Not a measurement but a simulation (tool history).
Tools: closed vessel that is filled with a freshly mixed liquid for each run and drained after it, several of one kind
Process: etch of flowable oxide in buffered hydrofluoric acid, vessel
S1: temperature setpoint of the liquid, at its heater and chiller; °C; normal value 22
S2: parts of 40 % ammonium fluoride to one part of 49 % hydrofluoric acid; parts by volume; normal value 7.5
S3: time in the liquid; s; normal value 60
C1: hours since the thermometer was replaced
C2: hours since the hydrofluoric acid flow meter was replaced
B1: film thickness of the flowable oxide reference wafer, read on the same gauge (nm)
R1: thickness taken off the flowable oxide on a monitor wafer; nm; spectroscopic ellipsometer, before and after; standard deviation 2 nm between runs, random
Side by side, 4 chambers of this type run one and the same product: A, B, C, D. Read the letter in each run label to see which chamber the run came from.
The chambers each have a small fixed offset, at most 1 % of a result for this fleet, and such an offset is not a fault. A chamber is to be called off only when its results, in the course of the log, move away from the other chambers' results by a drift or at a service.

run   hour  S1    S2  S3      C1     C2      B1      R1
       4.2  -- chamber A: hydrofluoric acid flow meter replaced
 1A    6.2  22   7.5  60  2749.1    2.1  129.99  277.73
 2B   11.7  22   7.5  60  1456.0  373.3  130.04  276.75
 3C   15.1  22   7.5  60  1355.1  202.7  129.99  281.71
 4D   20.8  22   7.5  60   967.1  103.0  130.01  275.76
 5C   24.7  22   7.5  60  1364.7  212.3  129.98  283.98
 6B   30.4  22   7.5  60  1474.7  392.0  130.00  282.32
 7D   36.1  22   7.5  60   982.4  118.3  130.01  279.78
 8A   42.6  22   7.5  60  2785.5   38.5  130.00  272.84
 9B   46.7  22   7.5  60  1491.0  408.3  129.99  284.30
10D   50.0  22   7.5  60   996.3  132.2  130.01  278.85
11C   55.6  22   7.5  60  1395.6  243.2  130.01  284.32
12A   60.2  22   7.5  60  2803.1   56.1  129.98  277.30
13D   63.8  22   7.5  60  1010.1  146.0  129.98  276.51
14B   67.3  22   5.5  90  1511.6  428.9  129.99  573.91
15C   74.0  22   5.5  90  1414.0  261.6  130.00  567.92
      79.0  -- chamber D: thermometer replaced
16A   79.3  22   5.5  90  2822.2   75.2  130.03  549.53
17A   83.6  22   5.5  90  2826.5   79.5  130.00  554.29
18D   90.8  22   7.5  60    11.8  173.0  130.01  278.59
19B   97.4  22   7.5  60  1541.7  459.0  130.02  290.83
20C  103.6  22  10.0  60  1443.6  291.2  130.01  215.63
21D  108.6  22  10.0  60    29.6  190.8  130.02  212.07
     109.2  -- chamber A: thermometer replaced
22A  112.6  22  10.0  60     3.4  108.5  130.01  213.21
23C  119.4  22  10.0  60  1459.4  307.0  130.02  219.28
24B  124.9  22   7.5  60  1569.2  486.5  129.99  301.52
25C  129.8  22   7.5  60  1469.8  317.4  129.99  282.98
26B  137.1  22   7.5  60  1581.4  498.7  130.00  299.28
27D  141.2  22   7.5  60    62.2  223.4  129.99  277.79
28A  146.7  22   7.5  60    37.5  142.6  129.99  281.41
29A  152.3  22   7.5  60    43.1  148.2  129.96  279.75

Next, every chamber runs the same settings. What will each give?
30A  157.7  22  10.0  60               ?
30B  157.7  22  10.0  60               ?
30C  157.7  22  10.0  60               ?
30D  157.7  22  10.0  60               ?

run      R1
30A  214.36
30B  233.75
30C  213.87
30D  212.87
